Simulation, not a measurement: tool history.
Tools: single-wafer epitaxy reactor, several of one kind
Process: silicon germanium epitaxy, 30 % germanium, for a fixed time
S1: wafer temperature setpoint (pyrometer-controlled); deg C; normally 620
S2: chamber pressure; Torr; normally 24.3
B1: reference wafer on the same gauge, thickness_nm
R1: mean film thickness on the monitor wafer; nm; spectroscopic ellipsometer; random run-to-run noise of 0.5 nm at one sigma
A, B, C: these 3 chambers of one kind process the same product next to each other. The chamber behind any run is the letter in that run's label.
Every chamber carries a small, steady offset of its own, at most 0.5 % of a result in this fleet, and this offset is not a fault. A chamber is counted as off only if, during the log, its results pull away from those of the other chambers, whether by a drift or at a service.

run   hour   S1    S2      B1      R1
 1B    9.4  620  24.3  101.12  91.059
 2A   20.8  620  24.3  101.05  90.725
        30  -- chamber A: capacitance manometer re-zeroed and calibrated
 3C   31.4  620  24.3  101.04  91.155
 4B   38.9  620  24.3  101.07  90.762
 5C     49  620  24.3  100.95   89.49
 6A   62.1  620  24.3  100.96  91.039
 7C   71.2  620  24.3  101.03  90.129
 8B   79.1  620  24.3  101.04  91.149
 9A   92.4  620  24.3  101.07  91.474
10A  107.8  632  24.3  101.08  112.36
11B  122.7  632  24.3   101.1  112.93
12C  133.1  632  24.3  100.82   112.1
13B  146.2  620  24.3  101.12  90.968
14C  154.2  634  24.3  100.97  114.56
15A  163.3  634  24.3  100.94  114.94
16C  170.5  634  24.3  100.98  115.58
17A  182.1  620  24.3  101.06  90.824
18B  188.7  620  24.3  100.98  91.989
19C  203.1  620  24.3  101.05  90.789
20A    218  620  24.3  101.13  91.209
21B  230.9  620  24.3   101.1  91.611
22A  242.2  620  24.3  101.02  91.142
23C  249.6  620  24.3  100.95  91.072
24B  264.5  620  24.3  101.07  90.561
25C  271.8  620  21.7  101.06  86.595
26B  279.1  620  21.7  101.01  86.793
27A    288  620  21.7  100.94  85.234
     298.6  -- chamber C: capacitance manometer re-zeroed and calibrated
28C  299.9  620  24.3  100.95  91.728
29B  314.5  620  24.3  100.99  91.965
30A    322  620  21.1  100.92  84.891
31C  329.8  620  21.1  100.95  86.696
32B  343.1  620  21.1     101  85.647
33A  358.3  614  24.3  100.96  79.659
34B  367.5  614  24.3  101.03  81.609
35A  380.8  614  24.3  100.95  79.965
36C  393.2  620  24.3  101.14  90.599
37C  407.4  628  24.3  101.02  104.34
38A  414.2  628  24.3  100.92  101.31
39B  425.1  628  24.3  100.96  105.67
40B  432.2  620  24.3  100.93  90.345
41A  444.4  620  24.3  100.93  88.618
42C  455.2  620  24.3   101.1  91.273

One chamber off, gauge drift, or nothing amiss beyond the chambers' own small offsets? If it is a chamber, which one, and what is the likeliest cause?

Little by little, chamber A moves away from the other chambers.
Most likely cause: wafer temperature below the value expected at the setpoint (K) = 2.14.
From this log alone, it may not be told apart from: true pressure below the setpoint (%).

Below are 4 candidate recipes for chamber A's next run, each the usual settings with a change, their results shown as question marks. Which of them brings A's results back in line with what the other chambers give on the usual settings?
In-line tolerance around the mean of the other chambers on the usual settings: R1 1.7 nm
43A-1  466.2  618    24       ?
43A-2  466.2  620  28.6       ?
43A-3  466.2  616  24.3       ?
43A-4  466.2  622  24.6       ?

Usual-settings mean across the other chambers: R1 91.213 nm
  run      R1
43A-1  84.112
43A-2  93.437
43A-3  81.568
43A-4  91.172
It is 43A-4 that realigns the chamber with its peers.
